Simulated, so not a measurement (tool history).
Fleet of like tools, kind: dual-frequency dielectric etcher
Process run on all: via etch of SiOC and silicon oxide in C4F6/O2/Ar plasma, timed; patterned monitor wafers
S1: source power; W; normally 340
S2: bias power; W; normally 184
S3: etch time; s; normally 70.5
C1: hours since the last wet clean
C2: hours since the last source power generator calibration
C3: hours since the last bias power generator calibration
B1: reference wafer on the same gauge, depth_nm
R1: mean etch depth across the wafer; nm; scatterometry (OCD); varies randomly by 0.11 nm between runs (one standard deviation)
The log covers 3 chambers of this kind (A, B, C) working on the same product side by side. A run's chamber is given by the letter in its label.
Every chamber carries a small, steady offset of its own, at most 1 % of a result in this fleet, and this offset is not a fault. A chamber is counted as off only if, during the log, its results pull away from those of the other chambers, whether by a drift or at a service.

run 1A hour=5.9 | S1=340 S2=184 S3=70.5 | C1=85.9 C2=3849.2 C3=1474.4 | B1=67.482 | R1=74.715
-- hour=7 chamber C: source power generator calibrated
run 2B hour=11.7 | S1=340 S2=184 S3=70.5 | C1=258.9 C2=1494.8 C3=2066.2 | B1=67.526 | R1=75.639
run 3C hour=15.8 | S1=340 S2=184 S3=70.5 | C1=30.5 C2=8.9 C3=4416.1 | B1=67.542 | R1=75.292
run 4C hour=21.5 | S1=340 S2=184 S3=70.5 | C1=36.2 C2=14.6 C3=4421.8 | B1=67.543 | R1=75.613
run 5B hour=27.5 | S1=340 S2=184 S3=70.5 | C1=274.7 C2=1510.6 C3=2082 | B1=67.583 | R1=75.809
run 6A hour=33.4 | S1=340 S2=184 S3=70.5 | C1=113.4 C2=3876.7 C3=1501.9 | B1=67.579 | R1=74.95
run 7C hour=38.5 | S1=340 S2=184 S3=70.5 | C1=53.2 C2=31.6 C3=4438.8 | B1=67.572 | R1=75.725
run 8B hour=45.3 | S1=340 S2=184 S3=70.5 | C1=292.5 C2=1528.4 C3=2099.8 | B1=67.609 | R1=75.801
run 9A hour=52 | S1=340 S2=184 S3=70.5 | C1=132 C2=3895.3 C3=1520.5 | B1=67.643 | R1=74.958
run 10C hour=55.7 | S1=340 S2=184 S3=70.5 | C1=70.4 C2=48.8 C3=4456 | B1=67.62 | R1=75.743
run 11B hour=60.6 | S1=340 S2=184 S3=70.5 | C1=307.8 C2=1543.7 C3=2115.1 | B1=67.637 | R1=76.189
run 12A hour=66.7 | S1=340 S2=184 S3=70.5 | C1=146.7 C2=3910 C3=1535.2 | B1=67.651 | R1=75.026
run 13A hour=71.1 | S1=340 S2=184 S3=70.5 | C1=151.1 C2=3914.4 C3=1539.6 | B1=67.675 | R1=75.228
-- hour=73.1 chamber B: wet clean of the chamber
run 14B hour=75.5 | S1=340 S2=184 S3=70.5 | C1=2.5 C2=1558.6 C3=2130 | B1=67.665 | R1=75.836
run 15C hour=79.4 | S1=340 S2=184 S3=70.5 | C1=94.1 C2=72.5 C3=4479.7 | B1=67.695 | R1=75.778
run 16C hour=84.7 | S1=340 S2=184 S3=70.5 | C1=99.4 C2=77.8 C3=4485 | B1=67.689 | R1=75.611
run 17A hour=89.2 | S1=340 S2=184 S3=70.5 | C1=169.2 C2=3932.5 C3=1557.7 | B1=67.717 | R1=75.084
run 18B hour=96.3 | S1=340 S2=184 S3=70.5 | C1=23.3 C2=1579.4 C3=2150.8 | B1=67.711 | R1=75.935
run 19C hour=100.3 | S1=340 S2=184 S3=70.5 | C1=115 C2=93.4 C3=4500.6 | B1=67.72 | R1=75.777
run 20B hour=105.6 | S1=340 S2=184 S3=70.5 | C1=32.6 C2=1588.7 C3=2160.1 | B1=67.747 | R1=75.898
run 21A hour=112 | S1=340 S2=184 S3=70.5 | C1=192 C2=3955.3 C3=1580.5 | B1=67.748 | R1=75.086
run 22B hour=118.8 | S1=300 S2=184 S3=85 | C1=45.8 C2=1601.9 C3=2173.3 | B1=67.763 | R1=87.504
run 23A hour=122.2 | S1=300 S2=184 S3=85 | C1=202.2 C2=3965.5 C3=1590.7 | B1=67.754 | R1=86.625
run 24C hour=127.3 | S1=300 S2=184 S3=85 | C1=142 C2=120.4 C3=4527.6 | B1=67.783 | R1=87.07
run 25C hour=133.2 | S1=340 S2=184 S3=70.5 | C1=147.9 C2=126.3 C3=4533.5 | B1=67.81 | R1=75.737
run 26A hour=136.7 | S1=370 S2=143 S3=70.5 | C1=216.7 C2=3980 C3=1605.2 | B1=67.799 | R1=71.594
run 27B hour=143.3 | S1=370 S2=143 S3=70.5 | C1=70.3 C2=1626.4 C3=2197.8 | B1=67.827 | R1=72.658
run 28A hour=147.5 | S1=370 S2=143 S3=70.5 | C1=227.5 C2=3990.8 C3=1616 | B1=67.812 | R1=71.681
run 29B hour=154.8 | S1=340 S2=184 S3=70.5 | C1=81.8 C2=1637.9 C3=2209.3 | B1=67.849 | R1=76.19
run 30C hour=162.1 | S1=340 S2=184 S3=70.5 | C1=176.8 C2=155.2 C3=4562.4 | B1=67.881 | R1=75.912
run 31B hour=167.9 | S1=340 S2=184 S3=70.5 | C1=94.9 C2=1651 C3=2222.4 | B1=67.857 | R1=75.967
run 32C hour=172.6 | S1=340 S2=184 S3=70.5 | C1=187.3 C2=165.7 C3=4572.9 | B1=67.88 | R1=75.892
run 33A hour=176.9 | S1=340 S2=184 S3=70.5 | C1=256.9 C2=4020.2 C3=1645.4 | B1=67.893 | R1=75.338

Is one chamber off against the others, does the gauge drift, or is nothing wrong? If a chamber is off, say which, and what the likeliest cause is.

No chamber is off; the gauge reading every chamber's wafers drifts, which makes the whole fleet appear to move together.
Most likely cause: gauge reads high (%) = 0.596.
